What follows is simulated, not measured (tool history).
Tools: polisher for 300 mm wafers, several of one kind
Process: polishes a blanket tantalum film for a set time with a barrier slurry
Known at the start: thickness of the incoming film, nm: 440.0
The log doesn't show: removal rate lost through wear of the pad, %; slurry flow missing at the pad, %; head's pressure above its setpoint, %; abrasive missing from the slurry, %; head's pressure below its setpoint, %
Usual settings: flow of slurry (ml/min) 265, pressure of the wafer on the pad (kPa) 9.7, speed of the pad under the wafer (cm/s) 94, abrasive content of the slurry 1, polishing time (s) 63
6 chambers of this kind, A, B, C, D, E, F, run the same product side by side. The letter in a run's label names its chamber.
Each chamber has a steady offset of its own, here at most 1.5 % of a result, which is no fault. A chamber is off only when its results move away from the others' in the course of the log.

run	hour	flow of slurry (ml/min)	pressure of the wafer on the pad (kPa)	speed of the pad under the wafer (cm/s)	abrasive content of the slurry	polishing time (s)	wafers polished on this pad	hours since the slurry nozzle was cleaned	hours since the head pressure was calibrated	hours since the slurry blender was calibrated	film removed (angstrom)
# hour 2.9: chamber A: slurry blender recalibrated
# hour 7.9: chamber E: head pressure recalibrated
1C	12.3	265	9.7	94	1	63	679	34.2	182.1	454.7	604.44
# hour 15.9: chamber D: worn pad replaced by a new one
2A	21.5	265	9.7	94	1	63	713	208.8	88.5	18.6	614.04
# hour 22.1: chamber C: worn pad replaced by a new one
# hour 23.8: chamber C: slurry blender recalibrated
3D	34.7	265	9.7	94	1	63	117	198.4	127	168.1	625.72
4B	43.8	265	9.7	94	1	63	991	422.9	795.1	124.5	619.42
5F	58.7	265	9.7	94	1	63	719	279.7	215.1	68.6	607.19
# hour 64.3: chamber B: slurry blender recalibrated
6E	73.7	265	9.7	94	1	63	772	338.2	65.9	206.8	606.54
# hour 77.9: chamber D: slurry blender recalibrated
7C	85	265	9.7	94	1	63	392	106.9	254.8	61.2	628.13
8F	96.5	265	9.7	94	1	63	954	317.5	252.9	106.4	586.16
9B	111.3	265	9.7	94	1	63	1411	490.4	862.6	47.1	612.4
# hour 113.3: chamber B: worn pad replaced by a new one
# hour 113.6: chamber A: slurry nozzle cleaned
10A	120.6	265	9.7	94	1	63	1331	7.1	187.6	117.7	607.86
11D	132	265	9.7	94	1	63	723	295.7	224.3	54.2	623.24
# hour 135.7: chamber A: worn pad replaced by a new one
# hour 137.3: chamber E: slurry nozzle cleaned
12E	140.7	265	9.7	94	1	63	1189	3.5	132.9	273.8	613.58
13F	148.6	265	9.7	94	1	63	1279	369.6	305	158.5	592.82
# hour 153: chamber E: slurry blender recalibrated
# hour 157.5: chamber E: worn pad replaced by a new one
14D	161.2	265	9.7	94	1	63	905	324.9	253.5	83.4	620.14
# hour 163: chamber B: head pressure recalibrated
# hour 165.3: chamber C: worn pad replaced by a new one
15B	171.6	265	9.7	94	1	63	363	550.7	8.7	107.4	677.77
# hour 172.3: chamber C: slurry nozzle cleaned
16A	181.7	330	9.7	94	1	63	287	68.2	248.7	178.8	633.51
# hour 184.8: chamber F: worn pad replaced by a new one
17E	195	330	9.7	94	1	63	234	57.8	187.2	42.1	633.22
18C	202.6	330	9.7	94	1	63	232	30.4	372.4	178.8	639.26
# hour 207.2: chamber C: head pressure recalibrated
19E	209.9	330	9.7	94	1	63	327	72.7	202.1	57	632.87
# hour 211.2: chamber B: slurry blender recalibrated
# hour 221.5: chamber D: worn pad replaced by a new one
20A	223.2	330	9.7	94	1	63	545	109.7	290.2	220.3	627.72
# hour 227.6: chamber B: slurry nozzle cleaned
21B	233.7	330	9.7	94	1	63	751	6.2	70.8	22.5	686.54
# hour 239.1: chamber A: head pressure recalibrated
22F	242.1	265	9.7	94	1	63	357	463.1	398.5	252	605.53
23C	251.8	265	9.7	94	1	63	539	79.6	44.7	228	614.07
24D	262.1	265	9.7	94	1.25	63	253	425.8	354.4	184.3	645.25
25C	273.1	265	9.7	94	1.25	63	672	100.9	66	249.3	655.03
# hour 284.4: chamber D: slurry blender recalibrated
26A	286.6	265	9.7	94	1.25	63	941	173.1	47.6	283.7	644.52
# hour 294.8: chamber D: head pressure recalibrated
27F	299.4	265	9.7	94	1.25	63	714	520.4	455.8	309.3	635.19
# hour 302.2: chamber C: worn pad replaced by a new one
28E	306.2	265	9.7	94	1.25	63	927	169	298.4	153.3	644.03
# hour 314.4: chamber B: worn pad replaced by a new one
29D	318.9	265	9.7	94	1.25	63	607	482.6	24.1	34.5	644.35
30B	331.1	265	9.7	94	1	63	104	103.6	168.2	119.9	660.79
# hour 339.1: chamber E: worn pad replaced by a new one
31D	341.6	265	9.7	94	1	63	749	505.3	46.8	57.2	601.99
# hour 342.1: chamber A: worn pad replaced by a new one
32B	353.4	265	9.7	94	1	63	243	125.9	190.5	142.2	652.61
33E	362.4	265	9.7	94	1	63	145	225.2	354.6	209.5	624.57
# hour 364.3: chamber B: slurry blender recalibrated
34F	375.1	265	9.7	94	1	63	1186	596.1	531.5	385	611.89
35A	387.1	265	9.7	94	1	63	281	273.6	148.1	384.2	608.02
# hour 391.5: chamber C: slurry nozzle cleaned
36C	397.2	265	9.7	94	1	63	592	5.7	190.1	373.4	619.6
37B	411	265	9.7	94	1	63	602	183.5	248.1	46.7	667.6
# hour 412.9: chamber F: worn pad replaced by a new one
# hour 416.2: chamber C: worn pad replaced by a new one
38C	418.6	265	9.7	94	1	63	15	27.1	211.5	394.8	620.25
# hour 419.2: chamber D: worn pad replaced by a new one
# hour 419.9: chamber F: head pressure recalibrated
39D	429.4	265	9.7	94	1	63	63	593.1	134.6	145	621.6
40E	437.4	265	9.7	94	1	63	613	300.2	429.6	284.5	607.54
# hour 440.8: chamber F: slurry blender recalibrated
41F	446.2	265	9.7	94	1	63	208	667.2	26.4	5.4	597.31

Is one chamber off against the others, does the gauge drift, or is nothing wrong? If a chamber is off, say which, and what the likeliest cause is.

A service left chamber B off against the others.
Cause: head's pressure above its setpoint, % = 7.88.

Here are 4 candidates for chamber B's next run, each the usual settings with a change, their results left as question marks. Which one brings its results back in line with what the others give on the usual settings?
In line means no further than this from the other chambers' mean on the usual settings: film removed (angstrom) 31
42B-1	457	270	9.7	110	1	63					?
42B-2	457	260	9	94	1	57					?
42B-3	457	265	9.7	90	1	61					?
42B-4	457	265	9.7	94	1	68					?

The other chambers' mean on the usual settings: film removed (angstrom) 611.2
run	film removed (angstrom)
42B-1	776.71
42B-2	556.59
42B-3	615.52
42B-4	716.28
42B-3 brings the chamber back in line.
